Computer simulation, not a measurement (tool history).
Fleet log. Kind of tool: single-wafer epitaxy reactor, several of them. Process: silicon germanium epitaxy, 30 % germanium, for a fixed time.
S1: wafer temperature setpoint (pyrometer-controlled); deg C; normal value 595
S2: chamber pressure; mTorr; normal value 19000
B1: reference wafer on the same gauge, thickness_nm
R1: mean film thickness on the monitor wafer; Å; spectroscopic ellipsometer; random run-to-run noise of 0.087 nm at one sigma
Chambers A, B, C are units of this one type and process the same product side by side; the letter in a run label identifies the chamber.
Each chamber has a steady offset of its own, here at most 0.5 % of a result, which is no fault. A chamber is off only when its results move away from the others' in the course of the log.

| run | hour | S1 | S2 | B1 | R1 |
|---|---|---|---|---|---|
| 1A | 3.9 | 595 | 19000 | 44.088 | 525.51 |
| 2B | 7.7 | 595 | 19000 | 44.093 | 528.85 |
| 3C | 12.5 | 595 | 19000 | 44.065 | 527.22 |
| 4C | 16 | 595 | 19000 | 44.088 | 524.84 |
| 5B | 23.5 | 595 | 19000 | 44.074 | 527.38 |
| 6A | 26.9 | 595 | 19000 | 44.025 | 523.23 |
| 7C | 32.5 | 595 | 19000 | 44.04 | 526.03 |
| 8A | 35.9 | 595 | 16900 | 44.042 | 500.76 |
| 9B | 43.4 | 595 | 16900 | 44.04 | 503.67 |
| 10B | 48.4 | 595 | 16900 | 44.01 | 502.84 |
| 11C | 52.8 | 595 | 19000 | 44.003 | 524.99 |
| 12A | 58.4 | 595 | 19000 | 43.985 | 521.38 |
| 13B | 63.6 | 595 | 19000 | 43.974 | 528.21 |
| 14C | 68 | 595 | 19000 | 43.983 | 524.98 |
| 15A | 75.4 | 595 | 19000 | 43.961 | 522.97 |
| 16A | 81.3 | 595 | 19000 | 43.942 | 523.05 |
| 17C | 88.8 | 595 | 19000 | 43.942 | 524.43 |
| 18B | 92.5 | 595 | 19000 | 43.943 | 526.47 |
| 19B | 97.6 | 595 | 19000 | 43.911 | 525.78 |
| 20C | 104.6 | 595 | 19000 | 43.906 | 524.19 |
| 21A | 111.3 | 595 | 19000 | 43.875 | 522.15 |
| 22A | 116.5 | 595 | 19000 | 43.896 | 521.3 |
| 23C | 120 | 582 | 22100 | 43.882 | 437.77 |
| 24B | 124.1 | 582 | 22100 | 43.886 | 437.54 |
| 25A | 129.3 | 582 | 22100 | 43.887 | 434.71 |
| 26C | 136 | 602 | 14700 | 43.857 | 535.7 |
| 27B | 140.5 | 602 | 14700 | 43.848 | 540.82 |
| 28A | 144.7 | 602 | 14700 | 43.834 | 533.59 |
| 29B | 150.7 | 595 | 19000 | 43.841 | 523.87 |
| 30C | 157.4 | 595 | 19000 | 43.839 | 522.08 |
| 31C | 164.4 | 595 | 19000 | 43.811 | 522.22 |

Next, all 3 chambers run the settings below, one line each with question marks for the results. What does each chamber give?
| 32A | 169.9 | 595 | 19000 |  | ? |
| 32B | 169.9 | 595 | 19000 |  | ? |
| 32C | 169.9 | 595 | 19000 |  | ? |

| run | R1 |
|---|---|
| 32A | 520.19 |
| 32B | 526.03 |
| 32C | 522.07 |
